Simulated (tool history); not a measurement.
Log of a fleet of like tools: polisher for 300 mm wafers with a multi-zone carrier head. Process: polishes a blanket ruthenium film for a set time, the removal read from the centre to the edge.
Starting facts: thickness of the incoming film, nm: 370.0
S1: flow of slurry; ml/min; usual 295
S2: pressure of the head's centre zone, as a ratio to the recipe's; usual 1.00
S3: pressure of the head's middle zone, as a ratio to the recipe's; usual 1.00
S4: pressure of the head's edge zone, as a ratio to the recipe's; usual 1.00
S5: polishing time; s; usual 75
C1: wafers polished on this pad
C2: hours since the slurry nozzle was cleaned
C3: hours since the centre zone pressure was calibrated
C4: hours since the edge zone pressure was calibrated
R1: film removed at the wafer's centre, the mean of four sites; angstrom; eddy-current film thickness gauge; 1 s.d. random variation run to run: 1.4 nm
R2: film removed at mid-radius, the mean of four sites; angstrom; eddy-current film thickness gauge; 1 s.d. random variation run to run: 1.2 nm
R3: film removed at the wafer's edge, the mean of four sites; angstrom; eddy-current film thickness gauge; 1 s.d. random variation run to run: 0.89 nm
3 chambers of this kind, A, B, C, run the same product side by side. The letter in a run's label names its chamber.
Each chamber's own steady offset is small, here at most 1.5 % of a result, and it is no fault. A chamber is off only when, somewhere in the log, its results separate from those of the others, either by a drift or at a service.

{"run": "1C", "hour": 9.1, "S1": 295, "S2": 1.0, "S3": 1.0, "S4": 1.0, "S5": 75, "C1": 733, "C2": 114.0, "C3": 323.6, "C4": 238.5, "R1": 983.97, "R2": 991.39, "R3": 968.88}
{"hour": 13.6, "done": "chamber A: worn pad replaced by a new one"}
{"run": "2A", "hour": 14.6, "S1": 295, "S2": 1.0, "S3": 1.0, "S4": 1.0, "S5": 75, "C1": 14, "C2": 416.1, "C3": 257.0, "C4": 134.4, "R1": 958.12, "R2": 965.94, "R3": 991.64}
{"run": "3B", "hour": 20.9, "S1": 295, "S2": 1.0, "S3": 1.0, "S4": 1.0, "S5": 75, "C1": 1428, "C2": 347.9, "C3": 1045.6, "C4": 258.4, "R1": 1001.7, "R2": 982.49, "R3": 981.79}
{"run": "4C", "hour": 26.9, "S1": 295, "S2": 1.0, "S3": 1.0, "S4": 1.0, "S5": 75, "C1": 964, "C2": 131.8, "C3": 341.4, "C4": 256.3, "R1": 993.56, "R2": 986.27, "R3": 966.24}
{"hour": 32.2, "done": "chamber B: worn pad replaced by a new one"}
{"hour": 35.7, "done": "chamber C: worn pad replaced by a new one"}
{"run": "5B", "hour": 36.9, "S1": 295, "S2": 1.0, "S3": 1.0, "S4": 1.0, "S5": 75, "C1": 61, "C2": 363.9, "C3": 1061.6, "C4": 274.4, "R1": 991.74, "R2": 1000.7, "R3": 991.63}
{"run": "6A", "hour": 42.1, "S1": 295, "S2": 1.0, "S3": 1.0, "S4": 1.0, "S5": 75, "C1": 371, "C2": 443.6, "C3": 284.5, "C4": 161.9, "R1": 978.46, "R2": 993.73, "R3": 983.1}
{"run": "7C", "hour": 51.6, "S1": 295, "S2": 1.0, "S3": 1.0, "S4": 1.0, "S5": 75, "C1": 207, "C2": 156.5, "C3": 366.1, "C4": 281.0, "R1": 998.08, "R2": 970.47, "R3": 974.79}
{"hour": 62.0, "done": "chamber C: centre zone pressure recalibrated"}
{"run": "8B", "hour": 62.2, "S1": 295, "S2": 1.0, "S3": 1.0, "S4": 1.0, "S5": 75, "C1": 390, "C2": 389.2, "C3": 1086.9, "C4": 299.7, "R1": 988.99, "R2": 975.02, "R3": 989.24}
{"run": "9A", "hour": 69.9, "S1": 295, "S2": 1.0, "S3": 1.0, "S4": 1.0, "S5": 75, "C1": 732, "C2": 471.4, "C3": 312.3, "C4": 189.7, "R1": 1001.4, "R2": 1012.1, "R3": 985.3}
{"run": "10A", "hour": 81.6, "S1": 295, "S2": 1.0, "S3": 1.0, "S4": 1.0, "S5": 75, "C1": 884, "C2": 483.1, "C3": 324.0, "C4": 201.4, "R1": 972.22, "R2": 1011.4, "R3": 987.97}
{"run": "11C", "hour": 90.3, "S1": 295, "S2": 1.0, "S3": 1.0, "S4": 1.0, "S5": 75, "C1": 709, "C2": 195.2, "C3": 28.3, "C4": 319.7, "R1": 993.96, "R2": 971.5, "R3": 978.39}
{"hour": 90.9, "done": "chamber A: worn pad replaced by a new one"}
{"run": "12B", "hour": 101.6, "S1": 295, "S2": 1.0, "S3": 1.0, "S4": 1.0, "S5": 75, "C1": 901, "C2": 428.6, "C3": 1126.3, "C4": 339.1, "R1": 981.12, "R2": 996.04, "R3": 988.08}
{"run": "13C", "hour": 107.5, "S1": 295, "S2": 1.0, "S3": 1.0, "S4": 1.0, "S5": 75, "C1": 933, "C2": 212.4, "C3": 45.5, "C4": 336.9, "R1": 998.61, "R2": 970.29, "R3": 979.69}
{"hour": 108.2, "done": "chamber C: worn pad replaced by a new one"}
{"hour": 109.1, "done": "chamber B: slurry nozzle cleaned"}
{"run": "14A", "hour": 117.6, "S1": 295, "S2": 1.0, "S3": 1.0, "S4": 1.0, "S5": 75, "C1": 347, "C2": 519.1, "C3": 360.0, "C4": 237.4, "R1": 993.52, "R2": 988.9, "R3": 972.86}
{"run": "15B", "hour": 126.5, "S1": 295, "S2": 1.0, "S3": 1.0, "S4": 1.0, "S5": 75, "C1": 1225, "C2": 17.5, "C3": 1151.2, "C4": 364.0, "R1": 984.03, "R2": 996.84, "R3": 985.82}
{"run": "16C", "hour": 132.8, "S1": 295, "S2": 1.0, "S3": 1.0, "S4": 1.0, "S5": 75, "C1": 319, "C2": 237.7, "C3": 70.8, "C4": 362.2, "R1": 959.66, "R2": 968.8, "R3": 977.06}
{"hour": 136.5, "done": "chamber B: worn pad replaced by a new one"}
{"hour": 138.4, "done": "chamber B: centre zone pressure recalibrated"}
{"run": "17B", "hour": 142.8, "S1": 295, "S2": 0.96, "S3": 1.0, "S4": 1.0, "S5": 56, "C1": 81, "C2": 33.8, "C3": 4.5, "C4": 380.3, "R1": 836.92, "R2": 727.0, "R3": 744.47}
{"run": "18A", "hour": 150.8, "S1": 295, "S2": 0.96, "S3": 1.0, "S4": 1.0, "S5": 56, "C1": 778, "C2": 552.3, "C3": 393.2, "C4": 270.6, "R1": 710.11, "R2": 744.16, "R3": 737.21}
{"hour": 154.9, "done": "chamber A: slurry nozzle cleaned"}
{"run": "19B", "hour": 158.1, "S1": 295, "S2": 0.96, "S3": 1.0, "S4": 1.0, "S5": 56, "C1": 280, "C2": 49.1, "C3": 19.8, "C4": 395.6, "R1": 830.45, "R2": 716.57, "R3": 738.61}
{"run": "20C", "hour": 169.1, "S1": 295, "S2": 1.0, "S3": 1.0, "S4": 1.0, "S5": 75, "C1": 791, "C2": 274.0, "C3": 107.1, "C4": 398.5, "R1": 978.56, "R2": 971.42, "R3": 962.26}
{"hour": 174.0, "done": "chamber C: worn pad replaced by a new one"}
{"hour": 177.3, "done": "chamber A: worn pad replaced by a new one"}
{"run": "21A", "hour": 177.9, "S1": 295, "S2": 1.0, "S3": 1.0, "S4": 1.0, "S5": 75, "C1": 8, "C2": 23.1, "C3": 420.3, "C4": 297.7, "R1": 1005.8, "R2": 985.45, "R3": 982.61}
{"run": "22A", "hour": 188.4, "S1": 295, "S2": 1.0, "S3": 1.0, "S4": 1.0, "S5": 75, "C1": 144, "C2": 33.6, "C3": 430.8, "C4": 308.2, "R1": 952.57, "R2": 989.95, "R3": 976.92}
{"run": "23B", "hour": 199.8, "S1": 295, "S2": 1.0, "S3": 1.0, "S4": 1.0, "S5": 75, "C1": 821, "C2": 90.8, "C3": 61.5, "C4": 437.3, "R1": 1111.9, "R2": 993.77, "R3": 981.65}
{"run": "24C", "hour": 207.4, "S1": 295, "S2": 1.0, "S3": 1.0, "S4": 1.0, "S5": 75, "C1": 433, "C2": 312.3, "C3": 145.4, "C4": 436.8, "R1": 971.47, "R2": 985.13, "R3": 957.88}
{"run": "25B", "hour": 214.5, "S1": 295, "S2": 1.0, "S3": 1.0, "S4": 1.0, "S5": 75, "C1": 1012, "C2": 105.5, "C3": 76.2, "C4": 452.0, "R1": 1125.4, "R2": 978.12, "R3": 984.66}
{"run": "26C", "hour": 223.0, "S1": 295, "S2": 1.0, "S3": 1.0, "S4": 1.0, "S5": 75, "C1": 636, "C2": 327.9, "C3": 161.0, "C4": 452.4, "R1": 990.75, "R2": 994.85, "R3": 964.53}
{"run": "27A", "hour": 231.4, "S1": 295, "S2": 1.0, "S3": 1.0, "S4": 1.0, "S5": 75, "C1": 703, "C2": 76.6, "C3": 473.8, "C4": 351.2, "R1": 981.24, "R2": 1005.6, "R3": 1000.8}
{"run": "28A", "hour": 242.1, "S1": 295, "S2": 1.0, "S3": 1.0, "S4": 1.0, "S5": 75, "C1": 841, "C2": 87.3, "C3": 484.5, "C4": 361.9, "R1": 969.29, "R2": 984.25, "R3": 980.86}
{"hour": 247.2, "done": "chamber C: edge zone pressure recalibrated"}
{"hour": 248.1, "done": "chamber C: worn pad replaced by a new one"}
{"run": "29C", "hour": 250.9, "S1": 390, "S2": 1.0, "S3": 0.88, "S4": 1.0, "S5": 75, "C1": 36, "C2": 355.8, "C3": 188.9, "C4": 3.8, "R1": 1003.5, "R2": 882.66, "R3": 992.86}
{"run": "30B", "hour": 260.5, "S1": 390, "S2": 1.0, "S3": 0.88, "S4": 1.0, "S5": 75, "C1": 1610, "C2": 151.5, "C3": 122.2, "C4": 498.0, "R1": 1140.0, "R2": 892.91, "R3": 1024.1}
{"hour": 263.8, "done": "chamber B: worn pad replaced by a new one"}
{"hour": 266.3, "done": "chamber A: worn pad replaced by a new one"}
{"run": "31A", "hour": 266.7, "S1": 390, "S2": 1.0, "S3": 0.88, "S4": 1.0, "S5": 75, "C1": 5, "C2": 111.9, "C3": 509.1, "C4": 386.5, "R1": 965.73, "R2": 916.35, "R3": 1013.1}
{"run": "32B", "hour": 274.4, "S1": 295, "S2": 1.0, "S3": 1.0, "S4": 1.0, "S5": 75, "C1": 137, "C2": 165.4, "C3": 136.1, "C4": 511.9, "R1": 1126.2, "R2": 991.86, "R3": 975.72}
{"run": "33C", "hour": 281.3, "S1": 295, "S2": 1.0, "S3": 1.0, "S4": 1.0, "S5": 75, "C1": 431, "C2": 386.2, "C3": 219.3, "C4": 34.2, "R1": 975.78, "R2": 967.13, "R3": 965.73}
{"run": "34A", "hour": 287.8, "S1": 245, "S2": 1.0, "S3": 1.0, "S4": 0.93, "S5": 75, "C1": 279, "C2": 133.0, "C3": 530.2, "C4": 407.6, "R1": 969.13, "R2": 978.08, "R3": 921.6}
{"run": "35C", "hour": 298.3, "S1": 245, "S2": 1.0, "S3": 1.0, "S4": 0.93, "S5": 75, "C1": 651, "C2": 403.2, "C3": 236.3, "C4": 51.2, "R1": 973.24, "R2": 951.56, "R3": 926.51}
{"run": "36B", "hour": 307.5, "S1": 245, "S2": 1.0, "S3": 1.0, "S4": 0.93, "S5": 75, "C1": 567, "C2": 198.5, "C3": 169.2, "C4": 545.0, "R1": 1092.8, "R2": 956.42, "R3": 930.59}
{"run": "37A", "hour": 318.4, "S1": 295, "S2": 1.0, "S3": 1.0, "S4": 1.0, "S5": 75, "C1": 677, "C2": 163.6, "C3": 560.8, "C4": 438.2, "R1": 954.92, "R2": 957.38, "R3": 1002.3}
{"run": "38C", "hour": 327.8, "S1": 295, "S2": 1.0, "S3": 1.0, "S4": 1.0, "S5": 75, "C1": 1034, "C2": 432.7, "C3": 265.8, "C4": 80.7, "R1": 993.68, "R2": 1004.9, "R3": 968.54}
{"hour": 329.3, "done": "chamber C: worn pad replaced by a new one"}
{"run": "39B", "hour": 336.3, "S1": 295, "S2": 1.0, "S3": 1.0, "S4": 1.0, "S5": 75, "C1": 941, "C2": 227.3, "C3": 198.0, "C4": 573.8, "R1": 1116.2, "R2": 968.09, "R3": 977.0}
{"run": "40B", "hour": 342.9, "S1": 295, "S2": 1.0, "S3": 1.0, "S4": 1.0, "S5": 75, "C1": 1027, "C2": 233.9, "C3": 204.6, "C4": 580.4, "R1": 1123.3, "R2": 986.39, "R3": 973.77}
{"run": "41A", "hour": 348.6, "S1": 295, "S2": 1.0, "S3": 1.1, "S4": 1.0, "S5": 75, "C1": 1069, "C2": 193.8, "C3": 591.0, "C4": 468.4, "R1": 969.79, "R2": 1067.5, "R3": 993.55}
{"run": "42C", "hour": 354.8, "S1": 295, "S2": 1.0, "S3": 1.1, "S4": 1.0, "S5": 75, "C1": 332, "C2": 459.7, "C3": 292.8, "C4": 107.7, "R1": 965.93, "R2": 1076.2, "R3": 974.72}
{"run": "43C", "hour": 365.1, "S1": 295, "S2": 1.0, "S3": 1.1, "S4": 1.0, "S5": 75, "C1": 465, "C2": 470.0, "C3": 303.1, "C4": 118.0, "R1": 979.52, "R2": 1048.2, "R3": 990.21}

Next, all 3 chambers run the settings below, one line each with question marks for the results. What does each chamber give?
{"run": "44A", "hour": 373.5, "S1": 295, "S2": 1.0, "S3": 1.0, "S4": 1.0, "S5": 75, "R1": "?", "R2": "?", "R3": "?"}
{"run": "44B", "hour": 373.5, "S1": 295, "S2": 1.0, "S3": 1.0, "S4": 1.0, "S5": 75, "R1": "?", "R2": "?", "R3": "?"}
{"run": "44C", "hour": 373.5, "S1": 295, "S2": 1.0, "S3": 1.0, "S4": 1.0, "S5": 75, "R1": "?", "R2": "?", "R3": "?"}

run=44A R1=980.68 R2=1008.50 R3=986.69
run=44B R1=1106.70 R2=1004.50 R3=986.81
run=44C R1=994.36 R2=986.21 R3=982.88
